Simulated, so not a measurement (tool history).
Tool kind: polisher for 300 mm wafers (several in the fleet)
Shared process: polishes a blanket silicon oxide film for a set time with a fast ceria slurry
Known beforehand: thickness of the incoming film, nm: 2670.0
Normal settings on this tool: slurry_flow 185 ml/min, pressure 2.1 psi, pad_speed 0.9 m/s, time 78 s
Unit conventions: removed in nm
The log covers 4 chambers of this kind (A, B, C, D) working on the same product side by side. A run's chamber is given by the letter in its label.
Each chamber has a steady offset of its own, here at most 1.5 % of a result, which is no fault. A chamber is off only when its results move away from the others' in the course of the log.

run    day  slurry_flow  pressure  pad_speed  time  removed
 1D  0.096          185       2.1        0.9    78   745.36
 2C  0.304          185       2.1        0.9    78   730.68
 3A  0.421          185       2.1        0.9    78   751.19
 4B  0.554          185       2.1        0.9    78    732.1
 5B  0.671          185       2.1        0.9    78   749.69
     0.746  -- chamber C: worn pad replaced by a new one
 6D  0.838          185       2.1        0.9    78   743.52
 7C  0.942          185       2.1        0.9    92   867.45
     1.067  -- chamber B: worn pad replaced by a new one
 8A    1.1          185       2.1        0.9    92   878.15
 9C   1.25          185       2.1        0.9    92   866.52
     1.279  -- chamber B: head pressure recalibrated
10B  1.417          185       2.1        0.9    92    881.8
11D  1.592          185       2.1        0.9    78   734.11
12A  1.742          185       2.1        0.9    78   739.38
13C   1.95          185       2.1        0.9    78    733.8
     2.008  -- chamber D: worn pad replaced by a new one
14B  2.079          185       2.1        0.9    78   741.63
15D  2.208          185       2.1        0.9    78   743.55
16A  2.404          185       2.1        0.9    78   733.23
17B  2.517          185       2.1        0.9    78   733.97
18D  2.646          185       2.1        0.9    78   742.76
     2.708  -- chamber C: worn pad replaced by a new one
19A  2.846          185       2.1        0.9    78   728.44
20C  2.992          185       2.1        0.9    78   747.62
21D  3.121          185       2.1        1.1    78   903.45
22B  3.217          185       2.1        1.1    78   902.48
23C  3.379          185       2.1        1.1    78   898.55
24A  3.571          185       2.1        1.1    78    869.1
25D  3.683          185       2.1        0.9    78    748.9
     3.762  -- chamber C: slurry nozzle cleaned
26B  3.808          185       2.1        0.9    78   739.88
27C  3.954          185       2.1        0.9    78      736
28A  4.062          185       2.1        0.9    78   702.64
29B  4.192          185       2.1        0.9    78   737.94
     4.262  -- chamber C: head pressure recalibrated
30C  4.354          185       2.1        0.9    58   542.97
     4.479  -- chamber D: worn pad replaced by a new one
31D  4.546          185       2.1        0.9    58   551.15
     4.588  -- chamber B: worn pad replaced by a new one
32A  4.688          185       2.1        0.9    58   526.07
      4.75  -- chamber C: worn pad replaced by a new one
     4.771  -- chamber B: slurry nozzle cleaned
33A  4.817          185       2.1        0.9    58   513.86
34B  4.975          245       2.1       1.12    78   939.16
35D  5.154          245       2.1       1.12    78   959.69
36C  5.354          245       2.1       1.12    78   951.38
37A  5.562          245       2.1       1.12    78   882.45
38D  5.767          185       2.1        0.9    78   728.62
39C  5.971          185       2.1        0.9    78   741.98
40B    6.1          185       2.1        0.9    78    736.8
     6.129  -- chamber D: slurry nozzle cleaned
41D  6.246          185       2.1        0.9    78    741.9
42C  6.396          185       2.1        0.9    78      725

Read the log: is a single chamber off, either drifting away or since a service, is the gauge that measures every chamber drifting, or is nothing wrong beyond small per-chamber offsets? Name any odd chamber and what most likely caused it.

It is chamber A that slowly wanders off from its peers.
Likeliest cause: removal rate lost through wear of the pad, % = 9.37.
The log may not separate it from: slurry flow missing at the pad, %; head's pressure below its setpoint, %.

Chamber A could run next with any of the 4 candidate recipes listed below; each alters the usual settings, and their results appear as question marks. Which one brings its results back in line with what the other chambers deliver on the usual settings?
A result is in line if it is within this distance of the other chambers' mean on the usual settings: removed 22 nm
43A-1  6.55          185         2        0.9    78        ?
43A-2  6.55          185         2       0.88    76        ?
43A-3  6.55          185       2.1       0.92    79        ?
43A-4  6.55          185       2.1        0.9    85        ?

The other chambers' mean on the usual settings: removed 739.81 nm
  run  removed
43A-1   644.87
43A-2   614.58
43A-3   700.99
43A-4   738.07
The answer is 43A-4, which returns the chamber to within the allowed miss of the others.
